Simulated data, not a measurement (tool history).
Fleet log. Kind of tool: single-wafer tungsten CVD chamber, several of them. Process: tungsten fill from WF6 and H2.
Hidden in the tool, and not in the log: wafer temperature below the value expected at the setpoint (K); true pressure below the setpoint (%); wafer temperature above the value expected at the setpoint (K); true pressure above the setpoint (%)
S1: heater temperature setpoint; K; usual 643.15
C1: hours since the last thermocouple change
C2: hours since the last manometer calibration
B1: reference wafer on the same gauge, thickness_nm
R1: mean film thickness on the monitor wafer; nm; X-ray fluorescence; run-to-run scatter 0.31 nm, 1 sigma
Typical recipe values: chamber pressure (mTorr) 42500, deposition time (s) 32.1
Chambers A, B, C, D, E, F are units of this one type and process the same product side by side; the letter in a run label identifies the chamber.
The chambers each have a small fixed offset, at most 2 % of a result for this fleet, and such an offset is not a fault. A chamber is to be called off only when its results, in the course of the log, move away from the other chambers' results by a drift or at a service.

run 1D day=0.162 | S1=643.15 chamber_pressure_(mTorr)=42500 deposition_time_(s)=32.1 | C1=206.0 C2=1654.7 | B1=58.075 | R1=61.158
run 2A day=0.367 | S1=643.15 chamber_pressure_(mTorr)=42500 deposition_time_(s)=32.1 | C1=1782.6 C2=560.7 | B1=58.088 | R1=60.996
run 3F day=0.496 | S1=643.15 chamber_pressure_(mTorr)=42500 deposition_time_(s)=32.1 | C1=96.7 C2=1275.7 | B1=58.012 | R1=61.012
run 4E day=0.604 | S1=643.15 chamber_pressure_(mTorr)=42500 deposition_time_(s)=32.1 | C1=1702.1 C2=26.2 | B1=58.138 | R1=60.665
run 5C day=0.783 | S1=643.15 chamber_pressure_(mTorr)=42500 deposition_time_(s)=32.1 | C1=403.1 C2=55.6 | B1=58.058 | R1=60.694
run 6B day=0.975 | S1=643.15 chamber_pressure_(mTorr)=42500 deposition_time_(s)=32.1 | C1=985.6 C2=1880.3 | B1=58.124 | R1=60.129
run 7F day=1.192 | S1=643.15 chamber_pressure_(mTorr)=42500 deposition_time_(s)=32.1 | C1=113.4 C2=1292.4 | B1=58.159 | R1=60.880
run 8D day=1.329 | S1=643.15 chamber_pressure_(mTorr)=42500 deposition_time_(s)=32.1 | C1=234.0 C2=1682.7 | B1=58.164 | R1=61.037
run 9B day=1.538 | S1=643.15 chamber_pressure_(mTorr)=49200 deposition_time_(s)=32.1 | C1=999.1 C2=1893.8 | B1=58.010 | R1=63.358
-- day=1.571 chamber B: thermocouple changed; heater temperature recalibrated
run 10A day=1.671 | S1=643.15 chamber_pressure_(mTorr)=49200 deposition_time_(s)=32.1 | C1=1813.9 C2=592.0 | B1=58.142 | R1=65.111
run 11C day=1.788 | S1=643.15 chamber_pressure_(mTorr)=49200 deposition_time_(s)=32.1 | C1=427.2 C2=79.7 | B1=58.114 | R1=66.164
run 12E day=1.929 | S1=643.15 chamber_pressure_(mTorr)=49200 deposition_time_(s)=32.1 | C1=1733.9 C2=58.0 | B1=58.031 | R1=64.283
run 13B day=2.150 | S1=643.15 chamber_pressure_(mTorr)=49200 deposition_time_(s)=32.1 | C1=13.9 C2=1908.5 | B1=58.068 | R1=63.399
run 14E day=2.317 | S1=643.15 chamber_pressure_(mTorr)=49200 deposition_time_(s)=32.1 | C1=1743.2 C2=67.3 | B1=58.134 | R1=64.708
run 15F day=2.521 | S1=643.15 chamber_pressure_(mTorr)=42500 deposition_time_(s)=32.1 | C1=145.3 C2=1324.3 | B1=58.078 | R1=60.548
run 16C day=2.696 | S1=643.15 chamber_pressure_(mTorr)=45900 deposition_time_(s)=37.2 | C1=449.0 C2=101.5 | B1=58.127 | R1=74.606
run 17D day=2.879 | S1=643.15 chamber_pressure_(mTorr)=45900 deposition_time_(s)=37.2 | C1=271.2 C2=1719.9 | B1=58.089 | R1=73.482
run 18A day=3.054 | S1=643.15 chamber_pressure_(mTorr)=45900 deposition_time_(s)=37.2 | C1=1847.1 C2=625.2 | B1=58.001 | R1=72.909
run 19E day=3.162 | S1=643.15 chamber_pressure_(mTorr)=45900 deposition_time_(s)=37.2 | C1=1763.5 C2=87.6 | B1=58.106 | R1=72.546
run 20F day=3.375 | S1=643.15 chamber_pressure_(mTorr)=45900 deposition_time_(s)=37.2 | C1=165.8 C2=1344.8 | B1=58.089 | R1=72.430
run 21A day=3.517 | S1=643.15 chamber_pressure_(mTorr)=45900 deposition_time_(s)=37.2 | C1=1858.2 C2=636.3 | B1=58.154 | R1=73.515
-- day=3.542 chamber A: thermocouple changed; heater temperature recalibrated
run 22B day=3.692 | S1=643.15 chamber_pressure_(mTorr)=42500 deposition_time_(s)=36.8 | C1=50.9 C2=1945.5 | B1=58.111 | R1=68.301
run 23C day=3.896 | S1=643.15 chamber_pressure_(mTorr)=42500 deposition_time_(s)=36.8 | C1=477.8 C2=130.3 | B1=58.023 | R1=70.793
run 24D day=4.012 | S1=643.15 chamber_pressure_(mTorr)=42500 deposition_time_(s)=36.8 | C1=298.4 C2=1747.1 | B1=58.055 | R1=70.019
run 25E day=4.183 | S1=643.15 chamber_pressure_(mTorr)=42500 deposition_time_(s)=36.8 | C1=1788.0 C2=112.1 | B1=58.045 | R1=69.152
run 26B day=4.333 | S1=643.15 chamber_pressure_(mTorr)=42500 deposition_time_(s)=36.8 | C1=66.3 C2=1960.9 | B1=58.106 | R1=67.875
run 27D day=4.508 | S1=643.15 chamber_pressure_(mTorr)=42500 deposition_time_(s)=36.8 | C1=310.3 C2=1759.0 | B1=58.086 | R1=69.957
run 28F day=4.667 | S1=643.15 chamber_pressure_(mTorr)=42500 deposition_time_(s)=32.1 | C1=196.8 C2=1375.8 | B1=58.073 | R1=60.451
run 29A day=4.842 | S1=643.15 chamber_pressure_(mTorr)=42500 deposition_time_(s)=32.1 | C1=31.2 C2=668.1 | B1=58.106 | R1=57.195
run 30C day=5.058 | S1=643.15 chamber_pressure_(mTorr)=42500 deposition_time_(s)=32.1 | C1=505.7 C2=158.2 | B1=58.031 | R1=61.290
run 31D day=5.275 | S1=656.15 chamber_pressure_(mTorr)=42500 deposition_time_(s)=28.3 | C1=328.7 C2=1777.4 | B1=58.074 | R1=69.938
-- day=5.408 chamber B: capacitance manometer re-zeroed and calibrated
run 32B day=5.425 | S1=656.15 chamber_pressure_(mTorr)=42500 deposition_time_(s)=28.3 | C1=92.5 C2=0.5 | B1=58.170 | R1=68.543
run 33A day=5.633 | S1=656.15 chamber_pressure_(mTorr)=42500 deposition_time_(s)=28.3 | C1=50.2 C2=687.1 | B1=58.058 | R1=67.019
run 34F day=5.846 | S1=656.15 chamber_pressure_(mTorr)=42500 deposition_time_(s)=28.3 | C1=225.1 C2=1404.1 | B1=58.118 | R1=70.250
run 35C day=5.992 | S1=656.15 chamber_pressure_(mTorr)=42500 deposition_time_(s)=28.3 | C1=528.1 C2=180.6 | B1=58.081 | R1=70.744
run 36E day=6.154 | S1=656.15 chamber_pressure_(mTorr)=42500 deposition_time_(s)=28.3 | C1=1835.3 C2=159.4 | B1=58.077 | R1=69.899
run 37C day=6.354 | S1=643.15 chamber_pressure_(mTorr)=42500 deposition_time_(s)=32.1 | C1=536.8 C2=189.3 | B1=58.030 | R1=61.209
run 38F day=6.546 | S1=643.15 chamber_pressure_(mTorr)=42500 deposition_time_(s)=32.1 | C1=241.9 C2=1420.9 | B1=58.117 | R1=60.691

Each of the 6 chambers runs these same settings next. Fill in every chamber's results:
run 39A day=6.704 | S1=643.15 chamber_pressure_(mTorr)=47400 deposition_time_(s)=32.1 | R1=?
run 39B day=6.704 | S1=643.15 chamber_pressure_(mTorr)=47400 deposition_time_(s)=32.1 | R1=?
run 39C day=6.704 | S1=643.15 chamber_pressure_(mTorr)=47400 deposition_time_(s)=32.1 | R1=?
run 39D day=6.704 | S1=643.15 chamber_pressure_(mTorr)=47400 deposition_time_(s)=32.1 | R1=?
run 39E day=6.704 | S1=643.15 chamber_pressure_(mTorr)=47400 deposition_time_(s)=32.1 | R1=?
run 39F day=6.704 | S1=643.15 chamber_pressure_(mTorr)=47400 deposition_time_(s)=32.1 | R1=?

run=39A R1=60.152
run=39B R1=62.878
run=39C R1=64.526
run=39D R1=64.053
run=39E R1=63.723
run=39F R1=63.783
